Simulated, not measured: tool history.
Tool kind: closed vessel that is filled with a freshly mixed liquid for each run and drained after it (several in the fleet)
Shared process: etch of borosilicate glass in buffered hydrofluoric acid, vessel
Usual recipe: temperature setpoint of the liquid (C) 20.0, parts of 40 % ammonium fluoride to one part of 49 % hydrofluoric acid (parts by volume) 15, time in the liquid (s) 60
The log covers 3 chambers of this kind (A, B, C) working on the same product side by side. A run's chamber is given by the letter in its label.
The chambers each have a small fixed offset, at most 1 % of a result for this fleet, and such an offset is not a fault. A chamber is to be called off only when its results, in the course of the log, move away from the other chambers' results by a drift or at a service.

| run | day | temperature setpoint of the liquid (C) | parts of 40 % ammonium fluoride to one part of 49 % hydrofluoric acid (parts by volume) | time in the liquid (s) | read-back film thickness of the borosilicate glass reference wafer, read on the same gauge (nm) | thickness taken off the borosilicate glass on a monitor wafer (Å) |
|---|---|---|---|---|---|---|
| 1B | 0.183 | 20.0 | 15 | 60 | 150.00 | 399.02 |
| 2C | 0.525 | 20.0 | 15 | 60 | 150.02 | 404.64 |
| 3A | 0.738 | 20.0 | 15 | 60 | 150.01 | 407.68 |
| 4B | 1.042 | 20.0 | 15 | 60 | 150.00 | 397.05 |
| 5C | 1.375 | 20.0 | 15 | 60 | 150.01 | 406.46 |
| 6A | 1.542 | 20.0 | 15 | 60 | 149.98 | 410.04 |
| 7C | 1.829 | 23.5 | 15 | 60 | 150.00 | 492.56 |
| 8B | 2.129 | 23.5 | 15 | 60 | 150.00 | 487.61 |
| 9A | 2.462 | 23.5 | 15 | 60 | 150.00 | 491.28 |
| 10C | 2.779 | 22.0 | 15 | 60 | 149.99 | 452.58 |
| 11A | 3.000 | 22.0 | 15 | 60 | 149.99 | 455.09 |
| 12B | 3.288 | 22.0 | 15 | 60 | 150.00 | 442.42 |
| 13A | 3.462 | 20.0 | 15 | 60 | 150.04 | 408.43 |
| 14B | 3.642 | 20.0 | 15 | 60 | 150.01 | 397.30 |
| 15C | 3.917 | 20.0 | 15 | 60 | 150.01 | 404.28 |
| 16A | 4.217 | 17.0 | 15 | 60 | 150.01 | 336.89 |
| 17B | 4.442 | 17.0 | 15 | 60 | 150.01 | 338.97 |
| 18C | 4.625 | 17.0 | 15 | 60 | 149.99 | 342.01 |
| 19C | 4.808 | 20.0 | 15 | 85 | 150.01 | 567.50 |
| 20B | 5.067 | 20.0 | 15 | 85 | 149.98 | 564.22 |
| 21A | 5.238 | 20.0 | 15 | 85 | 150.00 | 564.32 |
| 22B | 5.512 | 20.0 | 15 | 60 | 150.00 | 401.36 |
| 23C | 5.692 | 20.0 | 15 | 60 | 149.98 | 404.24 |
| 24A | 5.883 | 20.0 | 15 | 60 | 149.98 | 389.07 |
| 25B | 6.233 | 25.0 | 15 | 40 | 149.97 | 348.80 |
| 26C | 6.542 | 25.0 | 15 | 40 | 150.01 | 356.08 |
| 27A | 6.821 | 25.0 | 15 | 40 | 149.98 | 335.32 |
|  | 6.946 | chamber C: hydrofluoric acid flow meter replaced |
| 28A | 7.112 | 20.0 | 15 | 60 | 150.02 | 380.58 |
| 29C | 7.425 | 20.0 | 15 | 60 | 150.01 | 401.68 |
| 30B | 7.738 | 20.0 | 15 | 60 | 149.99 | 401.28 |

Next, all 3 chambers run the settings below, one line each with question marks for the results. What does each chamber give?
| 31A | 7.988 | 20.0 | 15 | 60 |  | ? |
| 31B | 7.988 | 20.0 | 15 | 60 |  | ? |
| 31C | 7.988 | 20.0 | 15 | 60 |  | ? |

| run | thickness taken off the borosilicate glass on a monitor wafer (Å) |
|---|---|
| 31A | 370.34 |
| 31B | 401.20 |
| 31C | 402.95 |

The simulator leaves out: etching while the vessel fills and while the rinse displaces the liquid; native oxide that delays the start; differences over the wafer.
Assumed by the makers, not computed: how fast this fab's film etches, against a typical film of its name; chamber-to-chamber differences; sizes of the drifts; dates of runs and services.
